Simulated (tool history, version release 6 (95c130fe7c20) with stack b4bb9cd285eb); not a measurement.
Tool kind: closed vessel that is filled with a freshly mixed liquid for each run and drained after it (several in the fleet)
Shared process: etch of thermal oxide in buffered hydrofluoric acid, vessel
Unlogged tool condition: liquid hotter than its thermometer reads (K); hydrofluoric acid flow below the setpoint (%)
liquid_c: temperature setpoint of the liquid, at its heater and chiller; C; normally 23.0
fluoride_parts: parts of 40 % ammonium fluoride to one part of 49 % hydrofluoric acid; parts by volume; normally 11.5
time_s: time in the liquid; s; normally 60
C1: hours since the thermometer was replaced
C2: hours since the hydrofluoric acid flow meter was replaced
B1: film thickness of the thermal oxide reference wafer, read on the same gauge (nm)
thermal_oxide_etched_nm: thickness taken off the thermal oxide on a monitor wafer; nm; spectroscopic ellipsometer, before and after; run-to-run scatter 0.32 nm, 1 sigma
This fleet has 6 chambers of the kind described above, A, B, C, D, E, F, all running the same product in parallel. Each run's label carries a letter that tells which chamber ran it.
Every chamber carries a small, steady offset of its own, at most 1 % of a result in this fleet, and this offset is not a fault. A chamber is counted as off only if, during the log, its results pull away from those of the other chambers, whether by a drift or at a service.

{"run": "1C", "hour": 6.1, "liquid_c": 23.0, "fluoride_parts": 11.5, "time_s": 60, "C1": 492.3, "C2": 180.9, "B1": 129.98, "thermal_oxide_etched_nm": 58.544}
{"run": "2A", "hour": 13.9, "liquid_c": 23.0, "fluoride_parts": 11.5, "time_s": 60, "C1": 1877.0, "C2": 493.4, "B1": 129.97, "thermal_oxide_etched_nm": 57.703}
{"run": "3F", "hour": 20.5, "liquid_c": 23.0, "fluoride_parts": 11.5, "time_s": 60, "C1": 438.2, "C2": 936.2, "B1": 130.01, "thermal_oxide_etched_nm": 57.724}
{"run": "4B", "hour": 26.7, "liquid_c": 23.0, "fluoride_parts": 11.5, "time_s": 60, "C1": 1492.9, "C2": 282.8, "B1": 129.99, "thermal_oxide_etched_nm": 57.862}
{"run": "5D", "hour": 31.5, "liquid_c": 23.0, "fluoride_parts": 11.5, "time_s": 60, "C1": 1469.2, "C2": 868.6, "B1": 130.0, "thermal_oxide_etched_nm": 58.364}
{"run": "6E", "hour": 38.9, "liquid_c": 23.0, "fluoride_parts": 11.5, "time_s": 60, "C1": 815.0, "C2": 528.8, "B1": 129.98, "thermal_oxide_etched_nm": 57.644}
{"run": "7D", "hour": 44.9, "liquid_c": 23.0, "fluoride_parts": 11.5, "time_s": 40, "C1": 1482.6, "C2": 882.0, "B1": 129.99, "thermal_oxide_etched_nm": 38.563}
{"run": "8C", "hour": 52.2, "liquid_c": 23.0, "fluoride_parts": 11.5, "time_s": 40, "C1": 538.4, "C2": 227.0, "B1": 130.02, "thermal_oxide_etched_nm": 38.521}
{"run": "9F", "hour": 57.3, "liquid_c": 23.0, "fluoride_parts": 11.5, "time_s": 40, "C1": 475.0, "C2": 973.0, "B1": 130.0, "thermal_oxide_etched_nm": 38.657}
{"run": "10E", "hour": 62.7, "liquid_c": 23.0, "fluoride_parts": 11.5, "time_s": 40, "C1": 838.8, "C2": 552.6, "B1": 130.01, "thermal_oxide_etched_nm": 38.436}
{"run": "11A", "hour": 67.7, "liquid_c": 23.0, "fluoride_parts": 11.5, "time_s": 40, "C1": 1930.8, "C2": 547.2, "B1": 130.03, "thermal_oxide_etched_nm": 38.637}
{"run": "12B", "hour": 74.6, "liquid_c": 23.0, "fluoride_parts": 11.5, "time_s": 40, "C1": 1540.8, "C2": 330.7, "B1": 130.01, "thermal_oxide_etched_nm": 38.999}
{"hour": 79.1, "done": "chamber E: hydrofluoric acid flow meter replaced"}
{"run": "13F", "hour": 82.6, "liquid_c": 23.0, "fluoride_parts": 11.5, "time_s": 60, "C1": 500.3, "C2": 998.3, "B1": 130.02, "thermal_oxide_etched_nm": 57.473}
{"run": "14A", "hour": 90.8, "liquid_c": 23.0, "fluoride_parts": 11.5, "time_s": 60, "C1": 1953.9, "C2": 570.3, "B1": 130.02, "thermal_oxide_etched_nm": 58.424}
{"run": "15C", "hour": 94.7, "liquid_c": 23.0, "fluoride_parts": 11.5, "time_s": 90, "C1": 580.9, "C2": 269.5, "B1": 130.02, "thermal_oxide_etched_nm": 87.417}
{"run": "16D", "hour": 99.6, "liquid_c": 23.0, "fluoride_parts": 11.5, "time_s": 90, "C1": 1537.3, "C2": 936.7, "B1": 130.01, "thermal_oxide_etched_nm": 86.843}
{"run": "17E", "hour": 103.8, "liquid_c": 23.0, "fluoride_parts": 11.5, "time_s": 90, "C1": 879.9, "C2": 24.8, "B1": 130.0, "thermal_oxide_etched_nm": 86.877}
{"run": "18B", "hour": 111.5, "liquid_c": 23.0, "fluoride_parts": 11.5, "time_s": 90, "C1": 1577.7, "C2": 367.6, "B1": 129.99, "thermal_oxide_etched_nm": 87.979}
{"run": "19E", "hour": 117.7, "liquid_c": 23.0, "fluoride_parts": 11.5, "time_s": 90, "C1": 893.8, "C2": 38.7, "B1": 130.0, "thermal_oxide_etched_nm": 86.356}
{"run": "20D", "hour": 122.1, "liquid_c": 23.0, "fluoride_parts": 11.5, "time_s": 90, "C1": 1559.8, "C2": 959.2, "B1": 130.01, "thermal_oxide_etched_nm": 86.177}
{"run": "21A", "hour": 126.1, "liquid_c": 23.0, "fluoride_parts": 11.5, "time_s": 60, "C1": 1989.2, "C2": 605.6, "B1": 130.01, "thermal_oxide_etched_nm": 57.524}
{"run": "22B", "hour": 132.3, "liquid_c": 23.0, "fluoride_parts": 11.5, "time_s": 60, "C1": 1598.5, "C2": 388.4, "B1": 130.02, "thermal_oxide_etched_nm": 58.544}
{"run": "23F", "hour": 140.8, "liquid_c": 23.0, "fluoride_parts": 11.5, "time_s": 60, "C1": 558.5, "C2": 1056.5, "B1": 130.0, "thermal_oxide_etched_nm": 57.807}
{"run": "24C", "hour": 146.7, "liquid_c": 23.0, "fluoride_parts": 11.5, "time_s": 60, "C1": 632.9, "C2": 321.5, "B1": 130.0, "thermal_oxide_etched_nm": 58.14}
{"run": "25C", "hour": 153.1, "liquid_c": 23.0, "fluoride_parts": 11.5, "time_s": 60, "C1": 639.3, "C2": 327.9, "B1": 130.03, "thermal_oxide_etched_nm": 58.058}
{"run": "26A", "hour": 156.8, "liquid_c": 21.5, "fluoride_parts": 11.5, "time_s": 60, "C1": 2019.9, "C2": 636.3, "B1": 129.98, "thermal_oxide_etched_nm": 53.099}
{"run": "27F", "hour": 162.1, "liquid_c": 21.5, "fluoride_parts": 11.5, "time_s": 60, "C1": 579.8, "C2": 1077.8, "B1": 130.0, "thermal_oxide_etched_nm": 52.72}
{"run": "28D", "hour": 166.7, "liquid_c": 21.5, "fluoride_parts": 11.5, "time_s": 60, "C1": 1604.4, "C2": 1003.8, "B1": 130.0, "thermal_oxide_etched_nm": 52.401}
{"run": "29B", "hour": 173.8, "liquid_c": 21.5, "fluoride_parts": 11.5, "time_s": 60, "C1": 1640.0, "C2": 429.9, "B1": 130.02, "thermal_oxide_etched_nm": 54.017}
{"run": "30E", "hour": 180.4, "liquid_c": 21.5, "fluoride_parts": 11.5, "time_s": 60, "C1": 956.5, "C2": 101.4, "B1": 130.0, "thermal_oxide_etched_nm": 53.089}
{"run": "31F", "hour": 188.5, "liquid_c": 21.5, "fluoride_parts": 11.5, "time_s": 60, "C1": 606.2, "C2": 1104.2, "B1": 130.0, "thermal_oxide_etched_nm": 52.706}
{"run": "32D", "hour": 194.0, "liquid_c": 23.0, "fluoride_parts": 11.5, "time_s": 60, "C1": 1631.7, "C2": 1031.1, "B1": 130.01, "thermal_oxide_etched_nm": 55.898}
{"run": "33C", "hour": 201.4, "liquid_c": 23.0, "fluoride_parts": 11.5, "time_s": 60, "C1": 687.6, "C2": 376.2, "B1": 130.01, "thermal_oxide_etched_nm": 58.344}
{"run": "34B", "hour": 209.5, "liquid_c": 23.0, "fluoride_parts": 11.5, "time_s": 60, "C1": 1675.7, "C2": 465.6, "B1": 130.02, "thermal_oxide_etched_nm": 58.473}
{"run": "35A", "hour": 213.6, "liquid_c": 23.0, "fluoride_parts": 11.5, "time_s": 60, "C1": 2076.7, "C2": 693.1, "B1": 130.0, "thermal_oxide_etched_nm": 57.943}
{"run": "36E", "hour": 219.5, "liquid_c": 23.0, "fluoride_parts": 11.5, "time_s": 60, "C1": 995.6, "C2": 140.5, "B1": 130.01, "thermal_oxide_etched_nm": 56.995}
{"run": "37A", "hour": 226.7, "liquid_c": 23.0, "fluoride_parts": 11.5, "time_s": 60, "C1": 2089.8, "C2": 706.2, "B1": 130.0, "thermal_oxide_etched_nm": 57.437}
{"run": "38F", "hour": 231.6, "liquid_c": 23.0, "fluoride_parts": 11.5, "time_s": 60, "C1": 649.3, "C2": 1147.3, "B1": 130.0, "thermal_oxide_etched_nm": 57.847}
{"run": "39B", "hour": 239.7, "liquid_c": 23.0, "fluoride_parts": 11.5, "time_s": 60, "C1": 1705.9, "C2": 495.8, "B1": 129.99, "thermal_oxide_etched_nm": 59.007}
{"run": "40E", "hour": 244.5, "liquid_c": 23.0, "fluoride_parts": 11.5, "time_s": 60, "C1": 1020.6, "C2": 165.5, "B1": 130.02, "thermal_oxide_etched_nm": 58.113}
{"run": "41D", "hour": 248.6, "liquid_c": 23.0, "fluoride_parts": 11.5, "time_s": 60, "C1": 1686.3, "C2": 1085.7, "B1": 129.99, "thermal_oxide_etched_nm": 54.859}
{"run": "42C", "hour": 253.5, "liquid_c": 23.0, "fluoride_parts": 11.5, "time_s": 60, "C1": 739.7, "C2": 428.3, "B1": 129.99, "thermal_oxide_etched_nm": 58.171}

Which is it: a chamber that has drifted or been left off by a service, a gauge drift common to all chambers, or only each chamber's usual small offset? If a chamber is off, name it and its likeliest cause.

It is chamber D that slowly wanders off from its peers.
What lies behind it: hydrofluoric acid flow below the setpoint (%) = 5.89.
The log may not separate it from: liquid colder than its thermometer reads (K).

Below are 4 candidate recipes for chamber D's next run, each the usual settings with a change, their results shown as question marks. Which of them brings D's results back in line with what the other chambers give on the usual settings?
A result is in line if it is within this distance of the other chambers' mean on the usual settings: thermal_oxide_etched_nm 1.100 nm
{"run": "43D-1", "hour": 259.5, "liquid_c": 23.0, "fluoride_parts": 10.5, "time_s": 60, "thermal_oxide_etched_nm": "?"}
{"run": "43D-2", "hour": 259.5, "liquid_c": 24.0, "fluoride_parts": 11.5, "time_s": 60, "thermal_oxide_etched_nm": "?"}
{"run": "43D-3", "hour": 259.5, "liquid_c": 23.0, "fluoride_parts": 11.5, "time_s": 55, "thermal_oxide_etched_nm": "?"}
{"run": "43D-4", "hour": 259.5, "liquid_c": 22.0, "fluoride_parts": 11.5, "time_s": 60, "thermal_oxide_etched_nm": "?"}

The other chambers' mean on the usual settings: thermal_oxide_etched_nm 57.937 nm
run=43D-1 thermal_oxide_etched_nm=59.978
run=43D-2 thermal_oxide_etched_nm=57.979
run=43D-3 thermal_oxide_etched_nm=50.290
run=43D-4 thermal_oxide_etched_nm=51.864
43D-2 brings the chamber back in line.
